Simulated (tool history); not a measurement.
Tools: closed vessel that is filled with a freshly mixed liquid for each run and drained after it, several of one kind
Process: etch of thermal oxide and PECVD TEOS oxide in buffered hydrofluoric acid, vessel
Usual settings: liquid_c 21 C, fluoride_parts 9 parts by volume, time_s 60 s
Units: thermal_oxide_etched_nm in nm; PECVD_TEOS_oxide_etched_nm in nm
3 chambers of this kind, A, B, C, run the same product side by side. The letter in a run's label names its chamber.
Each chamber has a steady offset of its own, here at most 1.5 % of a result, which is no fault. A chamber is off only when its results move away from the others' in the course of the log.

run,hour,liquid_c,fluoride_parts,time_s,hours since the thermometer was replaced,hours since the hydrofluoric acid flow meter was replaced,"read-back film thickness of the thermal oxide reference wafer, read on the same gauge (nm)","read-back film thickness of the PECVD TEOS oxide reference wafer, read on the same gauge (nm)",thermal_oxide_etched_nm,PECVD_TEOS_oxide_etched_nm
1B,10.2,21,9,60,868.8,137.5,80.07,30.015,62.055,88.689
2A,24.8,21,9,60,939.3,287.9,80.005,30.018,61.99,89.253
3C,34.4,21,9,60,753.1,1222.2,79.945,29.988,63.233,88.903
4C,42,21,9,60,760.7,1229.8,79.994,29.984,62.443,90.381
5A,53.1,21,9,60,967.6,316.2,80.022,30.007,61.377,90.011
6B,60.5,21,9,60,919.1,187.8,79.969,30.009,62.184,88.842
7A,68.9,21,9,60,983.4,332,79.979,29.985,61.039,89.355
8B,75.7,21,9,60,934.3,203,80.024,30.017,61.696,90.363
9C,89,21,9,60,807.7,1276.8,80.002,30.01,62.313,88.633
10A,101.4,21,9,60,1015.9,364.5,79.986,29.992,61.308,90.146
11C,114.6,21,9,60,833.3,1302.4,79.973,29.997,63.451,88.882
12B,126.1,21,9,95,984.7,253.4,80.034,30.001,98.633,141.93
13B,141.1,21,9,95,999.7,268.4,80.021,30.012,97.719,141.59
14A,151,21,9,95,1065.5,414.1,80,29.995,96.793,144.02
15C,165.4,21,9,60,884.1,1353.2,79.944,30.005,62.703,89.764
16B,173.4,21,9,60,1032,300.7,79.984,30.012,61.656,88.812
17A,182.4,21,9,60,1096.9,445.5,79.965,30.011,61.696,91.077
18C,191,21,9,60,909.7,1378.8,80.048,29.995,62.885,89.562
19A,204.4,21,9,60,1118.9,467.5,80.01,29.996,61.443,88.734
20C,218.6,21,9,60,937.3,1406.4,79.971,29.988,62.999,89.973

What goes on in this fleet: one chamber off, a drifting gauge, or nothing beyond the chambers' own small offsets? Name the chamber and the cause, if any.

No chamber stands off beyond its own small offset, and the gauge holds steady.
